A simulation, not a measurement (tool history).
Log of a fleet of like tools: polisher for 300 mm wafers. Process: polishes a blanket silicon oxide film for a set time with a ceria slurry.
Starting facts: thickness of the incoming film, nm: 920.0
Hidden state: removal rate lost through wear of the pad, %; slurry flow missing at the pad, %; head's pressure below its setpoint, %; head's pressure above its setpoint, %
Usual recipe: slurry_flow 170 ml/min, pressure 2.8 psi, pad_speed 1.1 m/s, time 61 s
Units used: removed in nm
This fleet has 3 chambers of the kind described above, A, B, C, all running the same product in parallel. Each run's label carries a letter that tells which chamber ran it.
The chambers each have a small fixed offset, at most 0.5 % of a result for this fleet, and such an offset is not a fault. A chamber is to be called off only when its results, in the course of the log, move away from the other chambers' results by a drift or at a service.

run,hour,slurry_flow,pressure,pad_speed,time,wafers polished on this pad,hours since the slurry nozzle was cleaned,hours since the head pressure was calibrated,removed
# hour 4.1: chamber A: worn pad replaced by a new one
1B,5.9,170,2.8,1.1,61,463,122.4,336.8,319.53
2C,15.0,170,2.8,1.1,61,431,418.6,1020.1,317.45
3A,20.1,170,2.8,1.1,61,235,146.1,342.6,321.22
4C,25.6,170,2.8,1.1,61,586,429.2,1030.7,318.40
# hour 26.3: chamber B: worn pad replaced by a new one
5A,29.8,170,2.8,1.1,61,377,155.8,352.3,319.14
6B,35.3,170,2.8,1.1,61,133,151.8,366.2,318.85
7A,41.0,170,2.8,1.1,61,542,167.0,363.5,323.24
# hour 41.7: chamber C: head pressure recalibrated
# hour 48.0: chamber C: worn pad replaced by a new one
8C,49.9,170,2.8,1.1,61,28,453.5,8.2,319.05
9B,55.8,170,2.8,1.1,61,433,172.3,386.7,317.32
# hour 60.4: chamber A: worn pad replaced by a new one
10A,61.9,205,2.0,1.1,61,22,187.9,384.4,235.64
11B,70.8,205,2.0,1.1,61,653,187.3,401.7,233.83
# hour 75.2: chamber B: worn pad replaced by a new one
12C,79.8,205,2.0,1.1,61,466,483.4,38.1,231.69
13A,85.6,170,2.8,1.1,61,369,211.6,408.1,313.08
14C,92.4,170,2.8,1.1,61,650,496.0,50.7,314.14
# hour 99.0: chamber C: worn pad replaced by a new one
15B,101.7,170,2.8,1.1,61,389,218.2,432.6,319.51
16C,109.8,170,2.8,1.1,61,158,513.4,68.1,325.05
# hour 116.1: chamber A: worn pad replaced by a new one
17B,118.5,170,2.8,1.1,61,635,235.0,449.4,317.11
18A,126.0,170,3.7,1.1,61,146,252.0,448.5,419.45
19B,132.9,170,3.7,1.1,61,846,249.4,463.8,422.32
# hour 133.3: chamber B: worn pad replaced by a new one
20C,141.0,170,3.7,1.1,61,615,544.6,99.3,416.14
21A,148.6,170,2.8,1.1,61,477,274.6,471.1,312.52
# hour 148.8: chamber C: worn pad replaced by a new one
22A,152.8,170,2.8,1.1,61,538,278.8,475.3,312.91
23C,159.7,170,2.8,1.1,61,160,563.3,118.0,321.67
# hour 166.6: chamber C: slurry nozzle cleaned
24B,168.7,170,2.8,1.1,61,519,285.2,499.6,318.60
25B,174.5,170,2.8,1.1,61,604,291.0,505.4,323.69
# hour 174.9: chamber A: worn pad replaced by a new one
# hour 179.0: chamber B: worn pad replaced by a new one
26A,183.3,170,2.8,1.1,61,123,309.3,505.8,316.48
27C,188.3,170,2.8,1.1,61,579,21.8,146.6,318.20
28A,193.4,170,2.8,1.1,61,271,319.4,515.9,313.36
29C,201.1,170,2.8,1.1,61,766,34.6,159.4,322.44
# hour 202.9: chamber C: worn pad replaced by a new one
30B,209.3,170,2.8,1.1,61,444,325.8,540.2,320.06
31B,215.5,170,2.8,1.1,61,535,332.0,546.4,315.80
# hour 220.3: chamber A: worn pad replaced by a new one
32C,224.5,170,2.8,1.1,61,316,58.0,182.8,315.48
# hour 227.1: chamber B: worn pad replaced by a new one
33A,231.9,170,2.8,1.1,61,171,357.9,554.4,308.41
34B,238.3,170,2.8,1.1,61,164,354.8,569.2,322.92
35A,243.9,170,2.8,1.1,61,347,369.9,566.4,303.37
36C,249.7,170,2.8,1.1,61,685,83.2,208.0,322.10
# hour 254.7: chamber C: worn pad replaced by a new one
37C,258.0,170,2.8,1.1,61,49,91.5,216.3,316.98

What goes on in this fleet: one chamber off, a drifting gauge, or nothing beyond the chambers' own small offsets? Name the chamber and the cause, if any.

Chamber A drifts away from the others.
Most likely cause: slurry flow missing at the pad, % = 22.8.
It could be hard to tell apart here from: head's pressure below its setpoint, %.

Below are 4 candidate recipes for chamber A's next run, each the usual settings with a change, their results shown as question marks. Which of them brings A's results back in line with what the other chambers give on the usual settings?
To be in line, a result may differ from the other chambers' mean on the usual settings by at most: removed 9.00 nm
38A-1,264.7,170,2.8,1.12,62,,,,?
38A-2,264.7,170,2.9,1.14,63,,,,?
38A-3,264.7,170,2.7,1.06,59,,,,?
38A-4,264.7,170,2.7,1.08,61,,,,?

What the other chambers average on the usual settings: removed 318.95 nm
run,removed
38A-1,315.98
38A-2,338.25
38A-3,274.78
38A-4,289.38
38A-1 is the one that brings the chamber's results back in line with the other chambers.

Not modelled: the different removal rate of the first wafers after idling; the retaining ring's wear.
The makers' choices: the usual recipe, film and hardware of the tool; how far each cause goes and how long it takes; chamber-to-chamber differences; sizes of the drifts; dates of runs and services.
